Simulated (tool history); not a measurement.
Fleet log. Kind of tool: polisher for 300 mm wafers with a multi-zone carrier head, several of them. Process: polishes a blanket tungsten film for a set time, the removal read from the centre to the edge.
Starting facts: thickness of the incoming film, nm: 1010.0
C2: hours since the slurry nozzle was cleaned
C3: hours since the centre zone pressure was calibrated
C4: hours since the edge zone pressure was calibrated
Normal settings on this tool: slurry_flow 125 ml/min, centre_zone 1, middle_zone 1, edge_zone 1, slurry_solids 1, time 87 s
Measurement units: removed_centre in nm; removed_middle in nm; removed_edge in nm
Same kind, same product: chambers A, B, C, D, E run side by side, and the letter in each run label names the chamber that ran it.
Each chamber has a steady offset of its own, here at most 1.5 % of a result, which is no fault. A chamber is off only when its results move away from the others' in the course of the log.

-- hour=1.9 chamber B: edge zone pressure recalibrated
run 1C hour=9.7 | slurry_flow=125 centre_zone=1 middle_zone=1 edge_zone=1 slurry_solids=1 time=87 | wafers_polished_on_this_pad=957 C2=288.1 C3=554.9 C4=115.5 | removed_centre=280.49 removed_middle=280.06 removed_edge=280.02
-- hour=16.3 chamber D: edge zone pressure recalibrated
run 2B hour=17.5 | slurry_flow=125 centre_zone=1 middle_zone=1 edge_zone=1 slurry_solids=1 time=87 | wafers_polished_on_this_pad=656 C2=149.9 C3=687.1 C4=15.7 | removed_centre=278.14 removed_middle=285.11 removed_edge=285.41
-- hour=19.2 chamber C: worn pad replaced by a new one
run 3E hour=24.2 | slurry_flow=125 centre_zone=1 middle_zone=1 edge_zone=1 slurry_solids=1 time=87 | wafers_polished_on_this_pad=961 C2=338 C3=305.3 C4=571.2 | removed_centre=281.66 removed_middle=276.77 removed_edge=287.26
-- hour=28.9 chamber D: worn pad replaced by a new one
-- hour=29.4 chamber E: edge zone pressure recalibrated
-- hour=31.6 chamber E: worn pad replaced by a new one
-- hour=32.3 chamber B: worn pad replaced by a new one
run 4A hour=35.2 | slurry_flow=125 centre_zone=1 middle_zone=1 edge_zone=1 slurry_solids=1 time=87 | wafers_polished_on_this_pad=840 C2=286.7 C3=305.7 C4=854.6 | removed_centre=283.26 removed_middle=286.35 removed_edge=285.59
-- hour=40.9 chamber A: worn pad replaced by a new one
run 5D hour=47 | slurry_flow=125 centre_zone=1 middle_zone=1 edge_zone=1 slurry_solids=1 time=87 | wafers_polished_on_this_pad=243 C2=86.3 C3=779.4 C4=30.8 | removed_centre=282.69 removed_middle=281.7 removed_edge=286.46
run 6E hour=53.1 | slurry_flow=125 centre_zone=1 middle_zone=1 edge_zone=1 slurry_solids=1 time=87 | wafers_polished_on_this_pad=290 C2=366.9 C3=334.2 C4=23.8 | removed_centre=281.11 removed_middle=283.78 removed_edge=284.28
run 7B hour=62.7 | slurry_flow=125 centre_zone=1 middle_zone=1 edge_zone=1 slurry_solids=1 time=87 | wafers_polished_on_this_pad=409 C2=195.1 C3=732.3 C4=60.9 | removed_centre=280.91 removed_middle=283.96 removed_edge=282.5
run 8A hour=72.6 | slurry_flow=125 centre_zone=1 middle_zone=1 edge_zone=1 slurry_solids=1 time=87 | wafers_polished_on_this_pad=425 C2=324.1 C3=343.1 C4=892 | removed_centre=289.26 removed_middle=282.14 removed_edge=284.78
run 9D hour=84.1 | slurry_flow=125 centre_zone=1 middle_zone=1 edge_zone=1 slurry_solids=1 time=87 | wafers_polished_on_this_pad=742 C2=123.4 C3=816.5 C4=67.9 | removed_centre=274.61 removed_middle=279.95 removed_edge=287.16
run 10C hour=92.5 | slurry_flow=125 centre_zone=1 middle_zone=1 edge_zone=1 slurry_solids=1 time=87 | wafers_polished_on_this_pad=984 C2=370.9 C3=637.7 C4=198.3 | removed_centre=275.63 removed_middle=285.3 removed_edge=278.24
-- hour=100.6 chamber A: worn pad replaced by a new one
-- hour=101.7 chamber C: worn pad replaced by a new one
run 11D hour=101.8 | slurry_flow=125 centre_zone=1 middle_zone=1 edge_zone=1 slurry_solids=1 time=87 | wafers_polished_on_this_pad=979 C2=141.1 C3=834.2 C4=85.6 | removed_centre=282.05 removed_middle=279.25 removed_edge=282.39
-- hour=102.3 chamber E: worn pad replaced by a new one
-- hour=105.1 chamber B: worn pad replaced by a new one
-- hour=105.2 chamber D: worn pad replaced by a new one
run 12B hour=109.8 | slurry_flow=125 centre_zone=1 middle_zone=1 edge_zone=1 slurry_solids=1 time=87 | wafers_polished_on_this_pad=63 C2=242.2 C3=779.4 C4=108 | removed_centre=275.19 removed_middle=282.43 removed_edge=276.44
run 13E hour=118.7 | slurry_flow=125 centre_zone=1 middle_zone=1 edge_zone=1 slurry_solids=1 time=87 | wafers_polished_on_this_pad=220 C2=432.5 C3=399.8 C4=89.4 | removed_centre=280.06 removed_middle=287.51 removed_edge=287.7
run 14A hour=127.4 | slurry_flow=125 centre_zone=1 middle_zone=1 edge_zone=1 slurry_solids=1 time=87 | wafers_polished_on_this_pad=360 C2=378.9 C3=397.9 C4=946.8 | removed_centre=283.9 removed_middle=285.8 removed_edge=282.18
run 15C hour=134.9 | slurry_flow=125 centre_zone=1 middle_zone=1 edge_zone=1 slurry_solids=1 time=87 | wafers_polished_on_this_pad=445 C2=413.3 C3=680.1 C4=240.7 | removed_centre=282.52 removed_middle=282.38 removed_edge=278.71
run 16E hour=143.9 | slurry_flow=125 centre_zone=1 middle_zone=1 edge_zone=1 slurry_solids=1 time=87 | wafers_polished_on_this_pad=559 C2=457.7 C3=425 C4=114.6 | removed_centre=279.41 removed_middle=282.22 removed_edge=285.15
-- hour=144.9 chamber A: centre zone pressure recalibrated
run 17C hour=151 | slurry_flow=125 centre_zone=1 middle_zone=1 edge_zone=1 slurry_solids=1 time=87 | wafers_polished_on_this_pad=662 C2=429.4 C3=696.2 C4=256.8 | removed_centre=284.88 removed_middle=281.9 removed_edge=280.44
run 18A hour=157.1 | slurry_flow=125 centre_zone=1 middle_zone=1 edge_zone=1 slurry_solids=1 time=87 | wafers_polished_on_this_pad=759 C2=408.6 C3=12.3 C4=976.5 | removed_centre=287.23 removed_middle=280.96 removed_edge=284.38
-- hour=162.1 chamber E: worn pad replaced by a new one
run 19D hour=165.8 | slurry_flow=125 centre_zone=1 middle_zone=1 edge_zone=1 slurry_solids=1 time=87 | wafers_polished_on_this_pad=814 C2=205.1 C3=898.2 C4=149.6 | removed_centre=280.46 removed_middle=280.24 removed_edge=279.29
-- hour=168.3 chamber B: worn pad replaced by a new one
-- hour=172.3 chamber A: worn pad replaced by a new one
run 20B hour=174.4 | slurry_flow=125 centre_zone=1 middle_zone=1 edge_zone=1 slurry_solids=1 time=87 | wafers_polished_on_this_pad=82 C2=306.8 C3=844 C4=172.6 | removed_centre=270.97 removed_middle=276.59 removed_edge=277.3
-- hour=181.2 chamber D: worn pad replaced by a new one
run 21A hour=182.7 | slurry_flow=125 centre_zone=1 middle_zone=0.88 edge_zone=0.95 slurry_solids=1 time=87 | wafers_polished_on_this_pad=140 C2=434.2 C3=37.9 C4=1002.1 | removed_centre=287.09 removed_middle=249.65 removed_edge=277.27
run 22E hour=187.9 | slurry_flow=125 centre_zone=1 middle_zone=0.88 edge_zone=0.95 slurry_solids=1 time=87 | wafers_polished_on_this_pad=347 C2=501.7 C3=469 C4=158.6 | removed_centre=279.8 removed_middle=251.56 removed_edge=278.51
-- hour=190 chamber C: worn pad replaced by a new one
run 23D hour=199.1 | slurry_flow=125 centre_zone=1 middle_zone=0.88 edge_zone=0.95 slurry_solids=1 time=87 | wafers_polished_on_this_pad=241 C2=238.4 C3=931.5 C4=182.9 | removed_centre=281.74 removed_middle=249.83 removed_edge=277.81
run 24C hour=210.7 | slurry_flow=125 centre_zone=1 middle_zone=0.88 edge_zone=0.95 slurry_solids=1 time=87 | wafers_polished_on_this_pad=278 C2=489.1 C3=755.9 C4=316.5 | removed_centre=279.49 removed_middle=248.48 removed_edge=271.67
run 25B hour=218.2 | slurry_flow=125 centre_zone=1 middle_zone=0.88 edge_zone=0.95 slurry_solids=1 time=87 | wafers_polished_on_this_pad=670 C2=350.6 C3=887.8 C4=216.4 | removed_centre=268.22 removed_middle=240.74 removed_edge=267.32
run 26E hour=227.2 | slurry_flow=125 centre_zone=1 middle_zone=1 edge_zone=1 slurry_solids=1 time=87 | wafers_polished_on_this_pad=874 C2=541 C3=508.3 C4=197.9 | removed_centre=280.31 removed_middle=282.45 removed_edge=284.04
-- hour=231.5 chamber E: worn pad replaced by a new one
-- hour=234.2 chamber A: worn pad replaced by a new one
-- hour=237.4 chamber B: worn pad replaced by a new one
run 27C hour=238.1 | slurry_flow=125 centre_zone=1 middle_zone=1 edge_zone=1 slurry_solids=1 time=87 | wafers_polished_on_this_pad=646 C2=516.5 C3=783.3 C4=343.9 | removed_centre=277.72 removed_middle=282.69 removed_edge=279.72
-- hour=241 chamber D: worn pad replaced by a new one
run 28D hour=249.8 | slurry_flow=125 centre_zone=1 middle_zone=1 edge_zone=1 slurry_solids=1 time=87 | wafers_polished_on_this_pad=118 C2=289.1 C3=982.2 C4=233.6 | removed_centre=282.66 removed_middle=283.14 removed_edge=286.24
-- hour=251.3 chamber D: slurry nozzle cleaned
run 29B hour=261.7 | slurry_flow=125 centre_zone=1 middle_zone=1 edge_zone=1 slurry_solids=1 time=87 | wafers_polished_on_this_pad=326 C2=394.1 C3=931.3 C4=259.9 | removed_centre=263.76 removed_middle=269.52 removed_edge=270.01
-- hour=263 chamber C: slurry nozzle cleaned
run 30A hour=268.3 | slurry_flow=125 centre_zone=1 middle_zone=1 edge_zone=1 slurry_solids=1 time=87 | wafers_polished_on_this_pad=458 C2=519.8 C3=123.5 C4=1087.7 | removed_centre=284.78 removed_middle=281.95 removed_edge=284.83
run 31D hour=280 | slurry_flow=125 centre_zone=1 middle_zone=1 edge_zone=1 slurry_solids=1 time=87 | wafers_polished_on_this_pad=524 C2=28.7 C3=1012.4 C4=263.8 | removed_centre=279.26 removed_middle=283.29 removed_edge=284.41
run 32E hour=285.1 | slurry_flow=125 centre_zone=1 middle_zone=1 edge_zone=1 slurry_solids=1 time=87 | wafers_polished_on_this_pad=720 C2=598.9 C3=566.2 C4=255.8 | removed_centre=278.32 removed_middle=288.21 removed_edge=284.74
-- hour=291.8 chamber C: worn pad replaced by a new one
-- hour=293.6 chamber E: worn pad replaced by a new one
run 33A hour=294.3 | slurry_flow=125 centre_zone=1 middle_zone=1 edge_zone=1 slurry_solids=1 time=87 | wafers_polished_on_this_pad=807 C2=545.8 C3=149.5 C4=1113.7 | removed_centre=285.19 removed_middle=288.96 removed_edge=283.96
-- hour=298.1 chamber A: worn pad replaced by a new one
run 34C hour=304.8 | slurry_flow=125 centre_zone=1 middle_zone=1 edge_zone=1 slurry_solids=1 time=87 | wafers_polished_on_this_pad=175 C2=41.9 C3=850 C4=410.6 | removed_centre=277.57 removed_middle=283.3 removed_edge=278.15
-- hour=309.8 chamber B: worn pad replaced by a new one
run 35B hour=310 | slurry_flow=125 centre_zone=1 middle_zone=1 edge_zone=1 slurry_solids=1 time=87 | wafers_polished_on_this_pad=3 C2=442.4 C3=979.6 C4=308.2 | removed_centre=260.16 removed_middle=265.35 removed_edge=268.61
run 36C hour=316.3 | slurry_flow=125 centre_zone=1 middle_zone=1 edge_zone=1 slurry_solids=1 time=87 | wafers_polished_on_this_pad=329 C2=53.4 C3=861.5 C4=422.1 | removed_centre=283.54 removed_middle=284.7 removed_edge=281.73
-- hour=319.7 chamber D: worn pad replaced by a new one
run 37B hour=324.9 | slurry_flow=125 centre_zone=1 middle_zone=1 edge_zone=1 slurry_solids=1 time=87 | wafers_polished_on_this_pad=203 C2=457.3 C3=994.5 C4=323.1 | removed_centre=256.77 removed_middle=262.17 removed_edge=269.49
run 38A hour=330.8 | slurry_flow=125 centre_zone=1 middle_zone=1 edge_zone=1 slurry_solids=1 time=87 | wafers_polished_on_this_pad=439 C2=582.3 C3=186 C4=1150.2 | removed_centre=288.02 removed_middle=282.22 removed_edge=284.34
run 39E hour=337.8 | slurry_flow=125 centre_zone=1 middle_zone=1 edge_zone=1 slurry_solids=1 time=87 | wafers_polished_on_this_pad=594 C2=651.6 C3=618.9 C4=308.5 | removed_centre=278.38 removed_middle=282.4 removed_edge=285.85
run 40D hour=348.6 | slurry_flow=125 centre_zone=1 middle_zone=1 edge_zone=1 slurry_solids=1 time=87 | wafers_polished_on_this_pad=389 C2=97.3 C3=1081 C4=332.4 | removed_centre=274.22 removed_middle=285.79 removed_edge=283.42

For the next run the whole fleet of 5 chambers uses the same settings. Give each chamber's results:
run 41A hour=357.1 | slurry_flow=125 centre_zone=1 middle_zone=0.9 edge_zone=1 slurry_solids=1 time=87 | removed_centre=? removed_middle=? removed_edge=?
run 41B hour=357.1 | slurry_flow=125 centre_zone=1 middle_zone=0.9 edge_zone=1 slurry_solids=1 time=87 | removed_centre=? removed_middle=? removed_edge=?
run 41C hour=357.1 | slurry_flow=125 centre_zone=1 middle_zone=0.9 edge_zone=1 slurry_solids=1 time=87 | removed_centre=? removed_middle=? removed_edge=?
run 41D hour=357.1 | slurry_flow=125 centre_zone=1 middle_zone=0.9 edge_zone=1 slurry_solids=1 time=87 | removed_centre=? removed_middle=? removed_edge=?
run 41E hour=357.1 | slurry_flow=125 centre_zone=1 middle_zone=0.9 edge_zone=1 slurry_solids=1 time=87 | removed_centre=? removed_middle=? removed_edge=?

run=41A removed_centre=284.17 removed_middle=261.36 removed_edge=286.22
run=41B removed_centre=247.99 removed_middle=236.41 removed_edge=266.46
run=41C removed_centre=276.34 removed_middle=257.42 removed_edge=280.08
run=41D removed_centre=277.34 removed_middle=250.97 removed_edge=282.16
run=41E removed_centre=278.59 removed_middle=258.3 removed_edge=284.2
